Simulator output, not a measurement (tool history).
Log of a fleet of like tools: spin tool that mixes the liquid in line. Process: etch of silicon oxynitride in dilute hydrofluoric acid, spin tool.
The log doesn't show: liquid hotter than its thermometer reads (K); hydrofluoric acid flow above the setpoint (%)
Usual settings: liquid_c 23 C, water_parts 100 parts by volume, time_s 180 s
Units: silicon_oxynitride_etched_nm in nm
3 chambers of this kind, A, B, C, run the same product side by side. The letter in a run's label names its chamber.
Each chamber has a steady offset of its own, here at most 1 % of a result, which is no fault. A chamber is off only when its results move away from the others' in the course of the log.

run     day  liquid_c  water_parts  time_s  hours since the thermometer was replaced  hours since the hydrofluoric acid flow meter was replaced  read-back film thickness of the silicon oxynitride reference wafer, read on the same gauge (nm)  silicon_oxynitride_etched_nm
 1C   0.238        23          100     180                                     161.3                                                     1201.8                                                                                           39.986                        3.3899
 2A   0.650        23          100     180                                     473.2                                                      464.5                                                                                           39.992                        3.3683
 3B   1.008        23          100     180                                     253.6                                                     1799.7                                                                                           40.016                        3.3675
 4B   1.242        23          100     180                                     259.2                                                     1805.3                                                                                           39.987                        3.4160
 5C   1.562        23          100     180                                     193.1                                                     1233.6                                                                                           39.972                        3.3124
 6A   1.946        23          100     180                                     504.3                                                      495.6                                                                                           39.985                        3.3573
 7C   2.283        23          100     180                                     210.4                                                     1250.9                                                                                           39.973                        3.3628
 8A   2.504        23          100     180                                     517.7                                                      509.0                                                                                           40.022                        3.3272
 9B   2.708        23          100     180                                     294.4                                                     1840.5                                                                                           40.019                        3.3986
10A   2.992        23          100     180                                     529.4                                                      520.7                                                                                           40.027                        3.4682
11C   3.396        23          100     180                                     237.1                                                     1277.6                                                                                           40.001                        3.3790
12B   3.717        23          100     180                                     318.6                                                     1864.7                                                                                           40.011                        3.3637
13A   3.917        23          100     180                                     551.6                                                      542.9                                                                                           40.033                        3.4552
14B   4.250        23          100     180                                     331.4                                                     1877.5                                                                                           39.996                        3.3819
15C   4.492        23          100     180                                     263.4                                                     1303.9                                                                                           39.998                        3.4282
16C   4.729        23          100     180                                     269.1                                                     1309.6                                                                                           39.961                        3.4108
      4.950  -- chamber A: thermometer replaced
17A   5.062        23          100     180                                       2.8                                                      570.4                                                                                           39.982                        3.5063
18B   5.300        23          100     180                                     356.6                                                     1902.7                                                                                           39.989                        3.4535
19B   5.588        23          100     180                                     363.5                                                     1909.6                                                                                           40.020                        3.4646
20C   5.821        23          100     180                                     295.3                                                     1335.8                                                                                           40.000                        3.3868
21A   6.038        23          100     180                                      26.2                                                      593.8                                                                                           39.986                        3.4366
22B   6.392        23          100     180                                     382.8                                                     1928.9                                                                                           39.963                        3.3886
23C   6.771        23          100     180                                     318.1                                                     1358.6                                                                                           40.012                        3.2731
24A   7.046        23          100     180                                      50.4                                                      618.0                                                                                           39.989                        3.5466
25A   7.325        23          100     270                                      57.1                                                      624.7                                                                                           40.000                        5.3850
26C   7.704        23          100     270                                     340.5                                                     1381.0                                                                                           39.995                        5.1491
27B   8.142        23          100     270                                     424.8                                                     1970.9                                                                                           39.984                        5.1588
28A   8.588        23          100     180                                      87.4                                                      655.0                                                                                           40.005                        3.5058
29B   8.938        23          100     180                                     443.9                                                     1990.0                                                                                           40.002                        3.3751
      9.071  -- chamber B: hydrofluoric acid flow meter replaced
30C   9.392        23          100     180                                     381.0                                                     1421.5                                                                                           40.012                        3.4033
31A   9.604        23          100     180                                     111.8                                                      679.4                                                                                           40.014                        3.5309
32C   9.917        23          100     180                                     393.6                                                     1434.1                                                                                           40.005                        3.4006
33B  10.367        23          100     180                                     478.2                                                       31.1                                                                                           39.972                        3.3495

What goes on in this fleet: one chamber off, a drifting gauge, or nothing beyond the chambers' own small offsets? Name the chamber and the cause, if any.

Chamber A drifts away from the others.
Cause: hydrofluoric acid flow above the setpoint (%) = 7.62.

Here are 4 candidates for chamber A's next run, each the usual settings with a change, their results left as question marks. Which one brings its results back in line with what the others give on the usual settings?
In line means no further than this from the other chambers' mean on the usual settings: silicon_oxynitride_etched_nm 0.1300 nm
34A-1  10.692      23.0          100     195                                                                                                                                                                                                                                   ?
34A-2  10.692      23.0          105     175                                                                                                                                                                                                                                   ?
34A-3  10.692      22.5          100     160                                                                                                                                                                                                                                   ?
34A-4  10.692      23.5          100     205                                                                                                                                                                                                                                   ?

The other chambers' mean on the usual settings: silicon_oxynitride_etched_nm 3.3730 nm
  run  silicon_oxynitride_etched_nm
34A-1                        3.9663
34A-2                        3.3756
34A-3                        3.1773
34A-4                        4.2704
34A-2 brings the chamber back in line.
